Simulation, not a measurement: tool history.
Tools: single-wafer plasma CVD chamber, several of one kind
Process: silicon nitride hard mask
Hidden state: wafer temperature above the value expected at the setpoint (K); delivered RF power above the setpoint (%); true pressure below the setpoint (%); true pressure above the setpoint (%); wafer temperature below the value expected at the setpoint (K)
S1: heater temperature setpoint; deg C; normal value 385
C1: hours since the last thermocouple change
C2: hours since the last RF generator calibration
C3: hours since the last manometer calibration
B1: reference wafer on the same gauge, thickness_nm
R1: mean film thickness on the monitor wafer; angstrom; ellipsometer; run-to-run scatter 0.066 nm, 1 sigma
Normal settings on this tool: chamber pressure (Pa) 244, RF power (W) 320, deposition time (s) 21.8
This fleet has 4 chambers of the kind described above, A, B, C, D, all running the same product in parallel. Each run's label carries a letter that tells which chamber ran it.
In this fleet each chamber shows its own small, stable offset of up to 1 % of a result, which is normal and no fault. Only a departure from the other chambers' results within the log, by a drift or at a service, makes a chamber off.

Run 1D, day 0.417: usual settings; C1 1486.8; C2 646.1; C3 155.9; B1 23.983. Result: R1 273.7 angstrom.
Run 2C, day 0.95: usual settings; C1 215.1; C2 839.9; C3 426.8; B1 23.99. Result: R1 275.63 angstrom.
Run 3B, day 1.35: usual settings; C1 916.5; C2 1613.2; C3 573.1; B1 24. Result: R1 270.99 angstrom.
Run 4A, day 1.762: usual settings; C1 612.6; C2 597.1; C3 949.6; B1 23.994. Result: R1 274.35 angstrom.
Run 5C, day 2.062: usual settings; C1 241.8; C2 866.6; C3 453.5; B1 23.993. Result: R1 275.06 angstrom.
Run 6A, day 2.412: usual settings but S1 396 deg C, RF power (W) 265; C1 628.2; C2 612.7; C3 965.2; B1 24.011. Result: R1 242.07 angstrom.
Run 7B, day 2.996: usual settings but S1 396 deg C, RF power (W) 265; C1 956; C2 1652.7; C3 612.6; B1 24.01. Result: R1 237.62 angstrom.
Run 8D, day 3.312: usual settings but S1 396 deg C, RF power (W) 265; C1 1556.3; C2 715.6; C3 225.4; B1 23.998. Result: R1 238.63 angstrom.
Run 9A, day 3.604: usual settings but S1 396 deg C, RF power (W) 265; C1 656.8; C2 641.3; C3 993.8; B1 24.007. Result: R1 242.19 angstrom.
Run 10D, day 4.096: usual settings; C1 1575.1; C2 734.4; C3 244.2; B1 23.982. Result: R1 272.8 angstrom.
Run 11C, day 4.6: usual settings; C1 302.7; C2 927.5; C3 514.4; B1 24.005. Result: R1 276.24 angstrom.
Run 12B, day 4.862: usual settings; C1 1000.8; C2 1697.5; C3 657.4; B1 24.012. Result: R1 272.35 angstrom.
Run 13B, day 5.242: usual settings but chamber pressure (Pa) 277; C1 1009.9; C2 1706.6; C3 666.5; B1 23.992. Result: R1 281.61 angstrom.
Run 14C, day 5.558: usual settings but chamber pressure (Pa) 277; C1 325.7; C2 950.5; C3 537.4; B1 24.01. Result: R1 286.09 angstrom.
Run 15D, day 6.117: usual settings but chamber pressure (Pa) 277; C1 1623.6; C2 782.9; C3 292.7; B1 23.999. Result: R1 283.9 angstrom.
Run 16A, day 6.375: usual settings but chamber pressure (Pa) 277; C1 723.3; C2 707.8; C3 1060.3; B1 23.998. Result: R1 286.28 angstrom.
Run 17C, day 6.667: usual settings; C1 352.3; C2 977.1; C3 564; B1 23.992. Result: R1 275.2 angstrom.
Run 18A, day 7.05: usual settings; C1 739.5; C2 724; C3 1076.5; B1 23.977. Result: R1 275.12 angstrom.
Run 19B, day 7.458: usual settings but S1 374 deg C; C1 1063.1; C2 1759.8; C3 719.7; B1 24. Result: R1 272.79 angstrom.
Run 20D, day 7.875: usual settings but S1 374 deg C; C1 1665.8; C2 825.1; C3 334.9; B1 23.991. Result: R1 273.55 angstrom.
Run 21C, day 8.175: usual settings but S1 374 deg C; C1 388.5; C2 1013.3; C3 600.2; B1 23.99. Result: R1 276.55 angstrom.
Run 22D, day 8.654: usual settings but S1 374 deg C; C1 1684.5; C2 843.8; C3 353.6; B1 24.018. Result: R1 275.44 angstrom.
Run 23A, day 9.046: usual settings; C1 787.4; C2 771.9; C3 1124.4; B1 23.992. Result: R1 275.57 angstrom.
Run 24B, day 9.417: usual settings; C1 1110.1; C2 1806.8; C3 766.7; B1 23.996. Result: R1 271.15 angstrom.
At day 9.458: chamber B: RF generator calibrated.
Run 25C, day 9.912: usual settings; C1 430.2; C2 1055; C3 641.9; B1 24.007. Result: R1 275.33 angstrom.
At day 10.271: chamber D: RF generator calibrated.
Run 26D, day 10.358: usual settings; C1 1725.4; C2 2.2; C3 394.5; B1 23.999. Result: R1 273.06 angstrom.
Run 27A, day 10.929: usual settings; C1 832.6; C2 817.1; C3 1169.6; B1 23.99. Result: R1 276.19 angstrom.
Run 28B, day 11.296: usual settings; C1 1155.2; C2 44.1; C3 811.8; B1 23.995. Result: R1 272.31 angstrom.
Run 29B, day 11.833: usual settings but RF power (W) 285; C1 1168.1; C2 57; C3 824.7; B1 24.003. Result: R1 250.77 angstrom.
Run 30A, day 12.129: usual settings but RF power (W) 285; C1 861.4; C2 845.9; C3 1198.4; B1 23.997. Result: R1 255.47 angstrom.

Next, every chamber runs the same settings. What will each give?
Run 31A, day 12.546: usual settings but RF power (W) 280. Result: R1 ?.
Run 31B, day 12.546: usual settings but RF power (W) 280. Result: R1 ?.
Run 31C, day 12.546: usual settings but RF power (W) 280. Result: R1 ?.
Run 31D, day 12.546: usual settings but RF power (W) 280. Result: R1 ?.

run      R1
31A   252.2
31B  248.56
31C  252.22
31D  249.89
